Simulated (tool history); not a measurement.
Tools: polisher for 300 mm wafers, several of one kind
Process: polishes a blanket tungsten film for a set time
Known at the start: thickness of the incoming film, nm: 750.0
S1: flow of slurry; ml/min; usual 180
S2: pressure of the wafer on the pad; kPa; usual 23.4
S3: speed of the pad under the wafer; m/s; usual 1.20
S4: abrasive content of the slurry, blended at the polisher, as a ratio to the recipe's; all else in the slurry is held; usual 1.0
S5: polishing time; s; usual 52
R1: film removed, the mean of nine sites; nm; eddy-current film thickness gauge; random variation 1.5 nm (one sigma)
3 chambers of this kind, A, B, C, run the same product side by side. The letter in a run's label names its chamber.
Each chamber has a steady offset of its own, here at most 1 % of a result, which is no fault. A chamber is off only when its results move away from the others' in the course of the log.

run   hour   S1    S2    S3   S4  S5      R1
 1C    5.3  180  23.4  1.20  1.0  52  241.13
 2A   11.0  180  23.4  1.20  1.0  52  238.73
 3B   17.2  180  23.4  1.20  1.0  52  240.51
 4B   23.4  180  23.4  1.20  1.0  52  238.79
      28.7  -- chamber B: worn pad replaced by a new one
      30.7  -- chamber A: worn pad replaced by a new one
 5A   31.2  180  23.4  1.20  1.0  52  241.77
      35.8  -- chamber B: slurry tank refilled with fresh slurry and peroxide
 6C   40.9  180  23.4  1.20  1.0  52  241.54
 7C   46.4  180  23.4  1.20  1.0  52  237.97
 8B   53.9  180  23.4  1.20  1.0  52  240.62
 9A   62.6  180  23.4  1.20  1.0  52  239.46
      62.9  -- chamber B: slurry blender recalibrated
10B   68.4  180  23.4  1.20  1.0  52  242.80
      70.2  -- chamber C: slurry tank refilled with fresh slurry and peroxide
11A   74.2  205  23.4  1.20  1.0  69  321.69
12C   83.0  205  23.4  1.20  1.0  69  319.86
      84.5  -- chamber A: slurry blender recalibrated
13A   87.4  205  23.4  1.20  1.0  69  323.16
14B   91.7  180  23.4  1.20  1.0  52  240.37
      95.6  -- chamber C: worn pad replaced by a new one
15C   96.4  180  23.4  1.20  1.0  52  239.39
      96.7  -- chamber A: worn pad replaced by a new one
     104.9  -- chamber A: slurry tank refilled with fresh slurry and peroxide
16A  106.2  180  23.4  1.20  1.0  52  243.26
     108.3  -- chamber B: worn pad replaced by a new one
17B  112.2  180  23.4  1.20  1.0  52  240.20
18C  118.5  180  23.4  1.20  1.0  52  234.43
19C  124.7  180  23.4  1.20  1.0  52  236.34
     125.3  -- chamber B: slurry tank refilled with fresh slurry and peroxide
20A  130.7  180  17.2  1.20  1.0  52  177.37
21B  137.4  180  17.2  1.20  1.0  52  177.28
22A  147.4  180  17.2  1.20  1.0  52  175.33
     152.7  -- chamber A: worn pad replaced by a new one
23C  153.2  180  23.4  1.20  1.0  52  232.98
24B  157.9  180  23.4  1.56  1.0  36  215.49
25A  167.7  180  23.4  1.56  1.0  36  215.64
26B  173.8  180  23.4  1.56  1.0  36  216.28
27C  183.2  180  23.4  1.20  1.0  52  225.96
     185.1  -- chamber B: worn pad replaced by a new one
28C  188.6  180  23.4  1.20  1.0  52  230.46
     190.7  -- chamber A: slurry tank refilled with fresh slurry and peroxide
     194.1  -- chamber C: slurry tank refilled with fresh slurry and peroxide
29B  196.5  180  23.4  1.20  1.0  52  242.60
30A  203.9  180  23.4  1.20  1.0  52  239.55
     211.4  -- chamber A: worn pad replaced by a new one
31B  213.9  180  23.4  1.20  1.0  52  240.41
32A  221.8  180  23.4  1.20  1.0  52  239.79
33C  226.1  180  23.4  1.20  1.0  52  224.59
     226.6  -- chamber B: slurry tank refilled with fresh slurry and peroxide
     227.1  -- chamber C: worn pad replaced by a new one
34A  233.9  180  23.4  1.20  1.0  52  240.81
35C  240.1  180  23.4  1.20  1.0  52  222.07
36B  248.5  180  23.4  1.20  1.0  52  237.09
37C  257.9  180  23.4  0.86  1.0  52  158.17

Is one chamber off against the others, does the gauge drift, or is nothing wrong? If a chamber is off, say which, and what the likeliest cause is.

Chamber C drifts away from the others.
Cause: slurry flow missing at the pad, % = 38.2.
The log may not tell that from: head's pressure below its setpoint, %; abrasive missing from the slurry, %.

Here are 4 candidates for chamber C's next run, each the usual settings with a change, their results left as question marks. Which one brings its results back in line with what the others give on the usual settings?
In line means no further than this from the other chambers' mean on the usual settings: R1 5.30 nm
38C-1  265.0  180  23.4  1.14  1.0  52   ?
38C-2  265.0  180  24.1  1.22  1.0  52   ?
38C-3  265.0  180  23.4  1.10  1.0  52   ?
38C-4  265.0  180  24.1  1.24  1.0  54   ?

The other chambers' mean on the usual settings: R1 239.87 nm
  run      R1
38C-1  207.26
38C-2  228.39
38C-3  199.92
38C-4  241.10
38C-4 brings the chamber back in line.
